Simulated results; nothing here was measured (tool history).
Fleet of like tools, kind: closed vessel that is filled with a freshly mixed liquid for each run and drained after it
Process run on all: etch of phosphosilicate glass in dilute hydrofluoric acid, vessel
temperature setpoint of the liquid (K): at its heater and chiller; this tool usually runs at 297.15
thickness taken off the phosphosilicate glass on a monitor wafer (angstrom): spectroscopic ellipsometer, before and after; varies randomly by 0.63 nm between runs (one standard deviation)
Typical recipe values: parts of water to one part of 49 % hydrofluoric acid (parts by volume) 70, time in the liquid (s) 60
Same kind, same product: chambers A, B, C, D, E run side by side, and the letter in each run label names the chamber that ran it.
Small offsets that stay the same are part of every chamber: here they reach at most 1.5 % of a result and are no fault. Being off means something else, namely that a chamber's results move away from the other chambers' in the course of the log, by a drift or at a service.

run,hour,temperature setpoint of the liquid (K),parts of water to one part of 49 % hydrofluoric acid (parts by volume),time in the liquid (s),hours since the thermometer was replaced,hours since the hydrofluoric acid flow meter was replaced,"read-back film thickness of the phosphosilicate glass reference wafer, read on the same gauge (nm)",thickness taken off the phosphosilicate glass on a monitor wafer (angstrom)
1D,9.4,297.15,70,60,434.5,740.3,130.00,978.99
2B,17.2,297.15,70,60,1553.7,136.7,130.01,974.78
3C,26.0,297.15,70,60,2546.2,602.8,130.04,961.29
4E,32.2,297.15,70,60,661.3,313.4,130.01,972.20
# hour 36.7: chamber E: thermometer replaced
5A,37.9,297.15,70,60,196.1,1383.1,129.97,984.35
6A,47.5,297.15,70,60,205.7,1392.7,130.00,978.69
7E,53.9,297.15,70,60,17.2,335.1,129.98,972.39
8D,60.0,297.15,70,60,485.1,790.9,130.01,979.58
9C,67.6,300.15,70,40,2587.8,644.4,129.97,734.68
10B,74.0,300.15,70,40,1610.5,193.5,130.00,731.28
11C,81.9,300.15,70,40,2602.1,658.7,130.03,733.62
12E,89.6,300.15,70,40,52.9,370.8,130.04,735.11
13A,98.0,300.15,70,40,256.2,1443.2,130.00,740.08
14D,106.7,297.15,70,60,531.8,837.6,130.02,981.90
15B,115.1,297.15,70,60,1651.6,234.6,129.98,975.30
16A,122.4,297.15,70,60,280.6,1467.6,130.00,978.17
17D,129.8,297.15,70,60,554.9,860.7,130.01,981.41
18B,134.0,297.15,70,60,1670.5,253.5,129.94,983.70
19C,139.5,297.15,70,60,2659.7,716.3,130.03,976.55
20E,144.5,297.15,70,60,107.8,425.7,129.98,963.96
21B,150.4,297.15,70,60,1686.9,269.9,129.99,973.83
22D,157.0,297.15,70,95,582.1,887.9,130.00,1548.90
23C,163.2,297.15,70,95,2683.4,740.0,129.96,1534.40
24A,168.3,297.15,70,95,326.5,1513.5,129.97,1548.50
25E,172.7,297.15,70,95,136.0,453.9,129.99,1523.30
26A,180.6,297.15,70,95,338.8,1525.8,129.99,1556.20
# hour 181.7: chamber C: hydrofluoric acid flow meter replaced
27D,185.4,297.15,70,60,610.5,916.3,130.03,985.78
28B,190.5,297.15,70,60,1727.0,310.0,130.04,971.58
29E,196.0,297.15,70,60,159.3,477.2,130.01,977.08
# hour 196.6: chamber E: hydrofluoric acid flow meter replaced
30C,202.1,297.15,70,60,2722.3,20.4,129.96,974.72
31A,206.5,294.65,70,60,364.7,1551.7,129.96,869.54
32D,211.8,294.65,70,60,636.9,942.7,130.00,895.81
33E,216.7,294.65,70,60,180.0,20.2,130.00,874.60
34C,225.4,294.65,70,60,2745.6,43.7,129.99,876.50
35B,231.2,294.65,70,60,1767.7,350.7,130.03,887.29

Next, all 5 chambers run the settings below, one line each with question marks for the results. What does each chamber give?
36A,238.0,297.15,70,60,,,,?
36B,238.0,297.15,70,60,,,,?
36C,238.0,297.15,70,60,,,,?
36D,238.0,297.15,70,60,,,,?
36E,238.0,297.15,70,60,,,,?

run,thickness taken off the phosphosilicate glass on a monitor wafer (angstrom)
36A,983.38
36B,972.05
36C,965.31
36D,979.68
36E,963.17

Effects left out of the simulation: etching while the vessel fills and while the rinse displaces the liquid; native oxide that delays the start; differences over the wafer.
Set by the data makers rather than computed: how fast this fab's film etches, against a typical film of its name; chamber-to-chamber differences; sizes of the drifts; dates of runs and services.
